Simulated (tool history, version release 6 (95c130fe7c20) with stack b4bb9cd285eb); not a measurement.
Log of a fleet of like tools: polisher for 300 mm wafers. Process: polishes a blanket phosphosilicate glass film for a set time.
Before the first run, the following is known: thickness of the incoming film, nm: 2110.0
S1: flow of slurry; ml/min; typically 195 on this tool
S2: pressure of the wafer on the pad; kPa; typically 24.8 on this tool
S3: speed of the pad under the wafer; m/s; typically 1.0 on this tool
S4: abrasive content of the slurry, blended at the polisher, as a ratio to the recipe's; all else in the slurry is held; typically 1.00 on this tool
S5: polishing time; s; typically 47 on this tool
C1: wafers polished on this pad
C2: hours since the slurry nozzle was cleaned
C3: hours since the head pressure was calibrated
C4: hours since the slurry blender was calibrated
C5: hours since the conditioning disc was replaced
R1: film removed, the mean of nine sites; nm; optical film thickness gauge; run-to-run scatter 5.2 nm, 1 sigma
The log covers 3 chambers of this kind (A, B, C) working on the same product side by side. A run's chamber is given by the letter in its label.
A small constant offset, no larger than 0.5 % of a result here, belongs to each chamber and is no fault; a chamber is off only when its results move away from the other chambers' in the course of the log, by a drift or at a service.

| run | day | S1 | S2 | S3 | S4 | S5 | C1 | C2 | C3 | C4 | C5 | R1 |
|---|---|---|---|---|---|---|---|---|---|---|---|---|
|  | 0.346 | chamber C: worn pad replaced by a new one |
| 1A | 0.346 | 195 | 24.8 | 1.0 | 1.00 | 47 | 1144 | 385.5 | 137.8 | 68.0 | 196.3 | 405.07 |
| 2B | 0.788 | 195 | 24.8 | 1.0 | 1.00 | 47 | 736 | 75.2 | 966.4 | 139.7 | 22.0 | 413.49 |
|  | 0.933 | chamber C: slurry blender recalibrated |
|  | 1.062 | chamber A: conditioning disc replaced and pad reconditioned |
| 3C | 1.204 | 195 | 24.8 | 1.0 | 1.00 | 47 | 343 | 355.9 | 520.7 | 6.5 | 56.4 | 410.78 |
|  | 1.254 | chamber A: worn pad replaced by a new one |
| 4C | 1.538 | 195 | 24.8 | 1.0 | 1.00 | 47 | 476 | 363.9 | 528.7 | 14.5 | 64.4 | 411.58 |
|  | 1.838 | chamber B: worn pad replaced by a new one |
| 5A | 1.933 | 195 | 24.8 | 1.0 | 1.00 | 47 | 272 | 423.6 | 175.9 | 106.1 | 20.9 | 412.11 |
| 6B | 2.154 | 195 | 24.8 | 1.0 | 1.00 | 47 | 127 | 108.0 | 999.2 | 172.5 | 54.8 | 426.43 |
| 7C | 2.596 | 195 | 24.8 | 1.0 | 1.00 | 47 | 897 | 389.3 | 554.1 | 39.9 | 89.8 | 406.80 |
| 8B | 2.967 | 195 | 24.8 | 1.0 | 1.00 | 47 | 450 | 127.5 | 1018.7 | 192.0 | 74.3 | 411.03 |
| 9A | 3.200 | 195 | 32.4 | 1.0 | 1.00 | 47 | 776 | 454.0 | 206.3 | 136.5 | 51.3 | 539.38 |
| 10A | 3.512 | 195 | 32.4 | 1.0 | 1.00 | 47 | 901 | 461.5 | 213.8 | 144.0 | 58.8 | 543.97 |
|  | 3.696 | chamber C: worn pad replaced by a new one |
| 11B | 3.767 | 195 | 32.4 | 1.0 | 1.00 | 47 | 769 | 146.7 | 1037.9 | 211.2 | 93.5 | 547.27 |
| 12C | 4.192 | 195 | 24.8 | 1.0 | 1.00 | 47 | 198 | 427.6 | 592.4 | 78.2 | 128.1 | 403.10 |
|  | 4.417 | chamber B: slurry blender recalibrated |
| 13C | 4.525 | 195 | 24.8 | 1.0 | 1.00 | 47 | 331 | 435.6 | 600.4 | 86.2 | 136.1 | 405.51 |
|  | 4.804 | chamber A: worn pad replaced by a new one |
| 14B | 4.850 | 250 | 24.8 | 0.7 | 1.00 | 47 | 1201 | 172.7 | 1063.9 | 10.5 | 119.5 | 317.17 |
| 15A | 5.088 | 250 | 24.8 | 0.7 | 1.00 | 47 | 113 | 499.3 | 251.6 | 181.8 | 96.6 | 314.54 |
|  | 5.392 | chamber B: worn pad replaced by a new one |
| 16B | 5.462 | 250 | 24.8 | 0.7 | 1.00 | 47 | 28 | 187.4 | 1078.6 | 25.2 | 134.2 | 317.87 |
|  | 5.571 | chamber C: conditioning disc replaced and pad reconditioned |
| 17C | 5.850 | 195 | 24.8 | 1.0 | 1.00 | 47 | 859 | 467.4 | 632.2 | 118.0 | 6.8 | 409.12 |
| 18A | 6.158 | 195 | 24.8 | 1.0 | 1.00 | 47 | 540 | 525.0 | 277.3 | 207.5 | 122.3 | 392.22 |
| 19B | 6.488 | 195 | 24.8 | 1.0 | 1.00 | 47 | 436 | 212.0 | 1103.2 | 49.8 | 158.8 | 416.74 |
| 20A | 6.742 | 195 | 24.8 | 1.0 | 0.75 | 39 | 772 | 539.0 | 291.3 | 221.5 | 136.3 | 289.88 |
|  | 6.950 | chamber C: worn pad replaced by a new one |
|  | 6.967 | chamber B: head pressure recalibrated |
| 21C | 7.188 | 195 | 24.8 | 1.0 | 0.75 | 39 | 96 | 499.5 | 664.3 | 150.1 | 38.9 | 292.13 |
| 22C | 7.567 | 195 | 24.8 | 1.0 | 0.75 | 39 | 247 | 508.6 | 673.4 | 159.2 | 48.0 | 294.36 |
| 23B | 7.788 | 195 | 24.8 | 1.0 | 1.00 | 47 | 954 | 243.2 | 19.7 | 81.0 | 190.0 | 415.28 |
| 24A | 8.058 | 195 | 24.8 | 1.0 | 1.00 | 47 | 1297 | 570.6 | 322.9 | 253.1 | 167.9 | 385.54 |
|  | 8.242 | chamber C: slurry nozzle cleaned |
|  | 8.371 | chamber B: worn pad replaced by a new one |
| 25A | 8.379 | 195 | 17.2 | 1.0 | 1.00 | 57 | 1424 | 578.3 | 330.6 | 260.8 | 175.6 | 325.20 |
|  | 8.625 | chamber A: worn pad replaced by a new one |
| 26C | 8.783 | 195 | 17.2 | 1.0 | 1.00 | 57 | 731 | 13.0 | 702.6 | 188.4 | 77.2 | 338.33 |
|  | 9.121 | chamber C: slurry blender recalibrated |
| 27B | 9.271 | 195 | 17.2 | 1.0 | 1.00 | 57 | 359 | 278.8 | 55.3 | 116.6 | 225.6 | 345.85 |
| 28A | 9.650 | 195 | 24.8 | 1.0 | 1.00 | 47 | 409 | 608.8 | 361.1 | 291.3 | 206.1 | 391.63 |
|  | 9.825 | chamber A: conditioning disc replaced and pad reconditioned |
| 29B | 9.892 | 195 | 16.5 | 1.0 | 1.00 | 39 | 606 | 293.7 | 70.2 | 131.5 | 240.5 | 225.97 |
|  | 10.104 | chamber C: worn pad replaced by a new one |
| 30C | 10.275 | 195 | 16.5 | 1.0 | 1.00 | 39 | 68 | 48.8 | 738.4 | 27.8 | 113.0 | 232.87 |
| 31B | 10.750 | 195 | 16.5 | 1.0 | 1.00 | 39 | 948 | 314.3 | 90.8 | 152.1 | 261.1 | 228.10 |
| 32C | 10.988 | 235 | 24.8 | 1.1 | 1.00 | 47 | 352 | 65.9 | 755.5 | 44.9 | 130.1 | 464.09 |
| 33A | 11.375 | 235 | 24.8 | 1.1 | 1.00 | 47 | 1096 | 650.2 | 402.5 | 332.7 | 37.2 | 421.99 |
|  | 11.696 | chamber B: worn pad replaced by a new one |
| 34A | 11.846 | 235 | 24.8 | 1.1 | 1.00 | 47 | 1284 | 661.5 | 413.8 | 344.0 | 48.5 | 418.18 |
|  | 12.029 | chamber A: worn pad replaced by a new one |
| 35B | 12.246 | 195 | 24.8 | 1.0 | 1.00 | 47 | 220 | 350.2 | 126.7 | 188.0 | 297.0 | 419.48 |
|  | 12.571 | chamber C: conditioning disc replaced and pad reconditioned |
| 36C | 12.638 | 195 | 24.8 | 1.0 | 1.00 | 47 | 1010 | 105.5 | 795.1 | 84.5 | 1.7 | 398.70 |
| 37C | 12.871 | 195 | 24.8 | 1.0 | 1.00 | 47 | 1103 | 111.1 | 800.7 | 90.1 | 7.3 | 402.53 |
| 38B | 13.154 | 195 | 24.8 | 1.0 | 1.00 | 47 | 582 | 372.0 | 148.5 | 209.8 | 318.8 | 410.18 |
|  | 13.258 | chamber C: worn pad replaced by a new one |
| 39A | 13.475 | 195 | 24.8 | 1.0 | 1.00 | 47 | 577 | 700.6 | 452.9 | 383.1 | 87.6 | 372.66 |
| 40A | 13.854 | 195 | 24.8 | 1.0 | 1.00 | 47 | 728 | 709.7 | 462.0 | 392.2 | 96.7 | 370.90 |
| 41C | 14.088 | 130 | 24.8 | 1.0 | 1.20 | 47 | 331 | 140.3 | 829.9 | 119.3 | 36.5 | 417.22 |
| 42B | 14.471 | 130 | 24.8 | 1.0 | 1.20 | 47 | 1106 | 403.6 | 180.1 | 241.4 | 350.4 | 415.30 |
| 43C | 14.679 | 130 | 24.8 | 1.0 | 1.20 | 47 | 566 | 154.5 | 844.1 | 133.5 | 50.7 | 412.99 |

Next, all 3 chambers run the settings below, one line each with question marks for the results. What does each chamber give?
| 44A | 15.033 | 195 | 24.8 | 1.0 | 1.00 | 54 |  |  |  |  |  | ? |
| 44B | 15.033 | 195 | 24.8 | 1.0 | 1.00 | 54 |  |  |  |  |  | ? |
| 44C | 15.033 | 195 | 24.8 | 1.0 | 1.00 | 54 |  |  |  |  |  | ? |

| run | R1 |
|---|---|
| 44A | 417.49 |
| 44B | 473.59 |
| 44C | 480.69 |
